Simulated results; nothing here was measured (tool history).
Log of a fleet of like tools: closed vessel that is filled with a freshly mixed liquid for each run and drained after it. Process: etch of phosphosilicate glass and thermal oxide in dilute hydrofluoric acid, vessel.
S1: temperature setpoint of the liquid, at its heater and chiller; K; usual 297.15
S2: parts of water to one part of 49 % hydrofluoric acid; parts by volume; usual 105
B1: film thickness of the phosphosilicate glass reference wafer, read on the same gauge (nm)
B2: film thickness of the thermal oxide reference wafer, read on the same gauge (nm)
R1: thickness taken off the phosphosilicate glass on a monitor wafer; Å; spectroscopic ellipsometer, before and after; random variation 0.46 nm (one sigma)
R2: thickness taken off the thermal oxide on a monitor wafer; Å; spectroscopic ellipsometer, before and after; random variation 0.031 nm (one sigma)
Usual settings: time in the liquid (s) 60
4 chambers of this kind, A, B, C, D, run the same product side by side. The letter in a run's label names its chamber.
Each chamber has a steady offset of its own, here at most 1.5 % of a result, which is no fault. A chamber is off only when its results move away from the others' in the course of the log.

run 1A day=0.138 | S1=297.15 S2=105 time_in_the_liquid_(s)=60 | B1=130 B2=120.02 | R1=1138.5 R2=24.845
run 2B day=0.258 | S1=297.15 S2=105 time_in_the_liquid_(s)=60 | B1=129.99 B2=119.97 | R1=1141.4 R2=25.382
run 3D day=0.512 | S1=297.15 S2=105 time_in_the_liquid_(s)=60 | B1=130 B2=120 | R1=1143.5 R2=24.925
run 4C day=0.733 | S1=297.15 S2=105 time_in_the_liquid_(s)=60 | B1=130.01 B2=119.96 | R1=1136.7 R2=25.218
run 5A day=0.929 | S1=297.15 S2=105 time_in_the_liquid_(s)=60 | B1=129.99 B2=120.05 | R1=1130.6 R2=25.392
run 6C day=1.158 | S1=297.15 S2=105 time_in_the_liquid_(s)=60 | B1=129.99 B2=120.01 | R1=1135.9 R2=25.131
run 7B day=1.333 | S1=297.15 S2=105 time_in_the_liquid_(s)=60 | B1=130.02 B2=119.99 | R1=1149.6 R2=25.47
run 8D day=1.533 | S1=297.15 S2=105 time_in_the_liquid_(s)=60 | B1=130.01 B2=120 | R1=1146 R2=25.92
run 9D day=1.746 | S1=297.15 S2=105 time_in_the_liquid_(s)=60 | B1=129.99 B2=120.02 | R1=1140.5 R2=24.803
run 10B day=1.871 | S1=297.15 S2=105 time_in_the_liquid_(s)=60 | B1=130 B2=119.98 | R1=1149.6 R2=25.208
run 11C day=2.004 | S1=297.15 S2=105 time_in_the_liquid_(s)=60 | B1=129.99 B2=119.94 | R1=1144.9 R2=25.357
run 12A day=2.125 | S1=297.15 S2=105 time_in_the_liquid_(s)=90 | B1=129.99 B2=120.04 | R1=1702.3 R2=37.336
run 13A day=2.258 | S1=297.15 S2=105 time_in_the_liquid_(s)=90 | B1=129.99 B2=120.02 | R1=1702 R2=37.781
run 14C day=2.4 | S1=297.15 S2=105 time_in_the_liquid_(s)=90 | B1=129.99 B2=119.98 | R1=1705.7 R2=36.878
run 15B day=2.55 | S1=297.15 S2=105 time_in_the_liquid_(s)=90 | B1=130.01 B2=120.03 | R1=1737.6 R2=38.749
run 16D day=2.783 | S1=297.15 S2=105 time_in_the_liquid_(s)=60 | B1=130.01 B2=119.96 | R1=1135.2 R2=25.239
run 17A day=2.933 | S1=297.15 S2=105 time_in_the_liquid_(s)=60 | B1=130.02 B2=120.01 | R1=1134.2 R2=24.939
-- day=3.058 chamber A: thermometer replaced
run 18D day=3.167 | S1=297.15 S2=105 time_in_the_liquid_(s)=60 | B1=130 B2=119.97 | R1=1137.9 R2=25.155
run 19B day=3.312 | S1=297.15 S2=105 time_in_the_liquid_(s)=60 | B1=129.99 B2=120.01 | R1=1155.2 R2=25.43
run 20C day=3.458 | S1=297.15 S2=105 time_in_the_liquid_(s)=60 | B1=130.01 B2=119.98 | R1=1146.8 R2=25.367
run 21C day=3.588 | S1=297.15 S2=105 time_in_the_liquid_(s)=60 | B1=130 B2=119.98 | R1=1142.8 R2=25.157
run 22B day=3.738 | S1=297.15 S2=105 time_in_the_liquid_(s)=60 | B1=130.01 B2=119.95 | R1=1149.7 R2=25.453
run 23D day=3.883 | S1=297.15 S2=105 time_in_the_liquid_(s)=30 | B1=130 B2=120.01 | R1=570.4 R2=12.741
run 24A day=4.071 | S1=297.15 S2=105 time_in_the_liquid_(s)=30 | B1=130 B2=120.01 | R1=568.52 R2=12.604
run 25A day=4.288 | S1=297.15 S2=105 time_in_the_liquid_(s)=30 | B1=130 B2=119.97 | R1=566.09 R2=12.73
run 26D day=4.475 | S1=297.15 S2=105 time_in_the_liquid_(s)=30 | B1=130 B2=119.97 | R1=570.41 R2=12.673
run 27C day=4.612 | S1=297.15 S2=105 time_in_the_liquid_(s)=60 | B1=130 B2=119.99 | R1=1136.4 R2=25.263
run 28B day=4.758 | S1=297.15 S2=105 time_in_the_liquid_(s)=60 | B1=130.01 B2=120.04 | R1=1155.4 R2=25.937
run 29B day=5 | S1=297.15 S2=105 time_in_the_liquid_(s)=60 | B1=130.02 B2=119.94 | R1=1150.6 R2=25.571
run 30D day=5.225 | S1=297.15 S2=105 time_in_the_liquid_(s)=60 | B1=130 B2=120.01 | R1=1130.9 R2=24.709
run 31C day=5.388 | S1=297.15 S2=105 time_in_the_liquid_(s)=60 | B1=129.99 B2=119.96 | R1=1139.3 R2=25.672
run 32A day=5.642 | S1=297.15 S2=85 time_in_the_liquid_(s)=30 | B1=130 B2=119.96 | R1=715.95 R2=15.891
run 33A day=5.9 | S1=297.15 S2=85 time_in_the_liquid_(s)=30 | B1=130.01 B2=120.01 | R1=719.76 R2=15.897
run 34C day=6.025 | S1=297.15 S2=85 time_in_the_liquid_(s)=30 | B1=130.01 B2=120.03 | R1=718.26 R2=15.719
run 35D day=6.2 | S1=297.15 S2=85 time_in_the_liquid_(s)=30 | B1=130 B2=119.99 | R1=723.72 R2=15.939
run 36B day=6.454 | S1=297.15 S2=105 time_in_the_liquid_(s)=60 | B1=130 B2=120 | R1=1155 R2=25.334

All 4 chambers run these settings next. Forecast each chamber's results:
run 37A day=6.646 | S1=297.15 S2=105 time_in_the_liquid_(s)=60 | R1=? R2=?
run 37B day=6.646 | S1=297.15 S2=105 time_in_the_liquid_(s)=60 | R1=? R2=?
run 37C day=6.646 | S1=297.15 S2=105 time_in_the_liquid_(s)=60 | R1=? R2=?
run 37D day=6.646 | S1=297.15 S2=105 time_in_the_liquid_(s)=60 | R1=? R2=?

run=37A R1=1139.2 R2=24.979
run=37B R1=1146 R2=25.438
run=37C R1=1133.9 R2=25.775
run=37D R1=1129.4 R2=24.918

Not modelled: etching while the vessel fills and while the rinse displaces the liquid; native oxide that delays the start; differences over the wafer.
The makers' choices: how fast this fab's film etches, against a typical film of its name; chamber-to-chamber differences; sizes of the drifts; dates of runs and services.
